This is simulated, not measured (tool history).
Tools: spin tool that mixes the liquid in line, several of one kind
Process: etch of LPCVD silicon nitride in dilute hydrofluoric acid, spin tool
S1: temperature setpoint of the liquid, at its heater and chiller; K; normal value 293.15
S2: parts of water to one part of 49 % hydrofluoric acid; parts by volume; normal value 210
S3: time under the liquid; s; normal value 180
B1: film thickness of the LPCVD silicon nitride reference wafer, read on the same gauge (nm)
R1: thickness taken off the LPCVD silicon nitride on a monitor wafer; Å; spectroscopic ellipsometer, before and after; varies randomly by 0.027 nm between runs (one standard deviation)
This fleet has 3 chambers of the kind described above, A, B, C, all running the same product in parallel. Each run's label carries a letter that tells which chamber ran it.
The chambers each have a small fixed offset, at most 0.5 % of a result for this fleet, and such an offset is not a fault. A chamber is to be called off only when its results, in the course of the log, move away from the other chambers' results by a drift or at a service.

run,hour,S1,S2,S3,B1,R1
1B,3.6,293.15,210,180,110.01,2.7782
2C,5.6,293.15,210,180,110,3.5321
3A,7.8,293.15,210,180,109.98,2.9953
4C,11.7,293.15,210,180,110.01,3.2546
5B,13.9,293.15,210,180,110.02,2.935
6A,16.2,293.15,210,180,110.01,2.8669
7A,20.4,293.15,210,180,110,2.7516
8B,23.1,293.15,210,180,109.99,2.952
9C,26.3,293.15,210,180,109.99,2.9182
10B,30.4,293.15,210,180,109.98,3.4066
11A,32.9,293.15,280,95,110.01,1.3058
12C,35.5,293.15,280,95,110,1.2935
13A,38.5,293.15,280,95,109.97,1.2157
14C,42.5,293.15,210,180,110.01,2.9282
15B,45.1,293.15,210,180,109.99,3.2834
16C,47.8,293.15,210,180,110.01,3.2501
17B,51.7,293.15,210,180,109.99,2.7974
18A,55.9,293.15,210,180,110,3.098
19A,58.6,293.15,210,180,109.99,3.0428
20C,62.7,293.15,210,180,109.98,3.0106
21B,66.5,293.15,210,180,109.99,2.9054
22C,68.4,293.15,210,180,110,2.9956
23A,72.2,290.15,210,245,110.02,3.5244
24B,75.8,290.15,210,245,109.99,3.1142
25B,78.3,290.15,210,245,110.01,3.7475
26A,81.6,290.15,210,180,110.02,2.6508
27C,84.7,290.15,210,180,109.99,2.0741
28B,88.4,290.15,210,180,110,2.4619
29A,91.7,293.15,210,180,110,2.8074
30C,94.7,296.15,210,115,110.03,2.4265
31A,97.4,296.15,210,115,109.98,2.2799
32B,99.7,296.15,210,115,110.01,2.4044
33C,103.5,293.15,210,180,110.01,3.163
34B,105.4,293.15,210,180,110.01,3.1393
35C,107.7,293.15,210,180,110.01,2.7809
36A,110.3,293.15,210,180,109.99,3.0703
37A,113.4,293.15,210,180,110.02,3.2844
38B,116.1,293.15,210,180,110.01,2.986
39C,119.7,293.15,210,180,110,2.8523
40C,122.5,293.15,210,180,109.99,3.3558
41B,125.2,293.15,210,180,110,3.2643
42A,128,293.15,210,180,110,2.6631
43B,130.6,293.15,210,180,109.99,3.2924

Read the log: is a single chamber off, either drifting away or since a service, is the gauge that measures every chamber drifting, or is nothing wrong beyond small per-chamber offsets? Name any odd chamber and what most likely caused it.

Beyond each chamber's small constant offset nothing stands out, and the gauge stays steady.
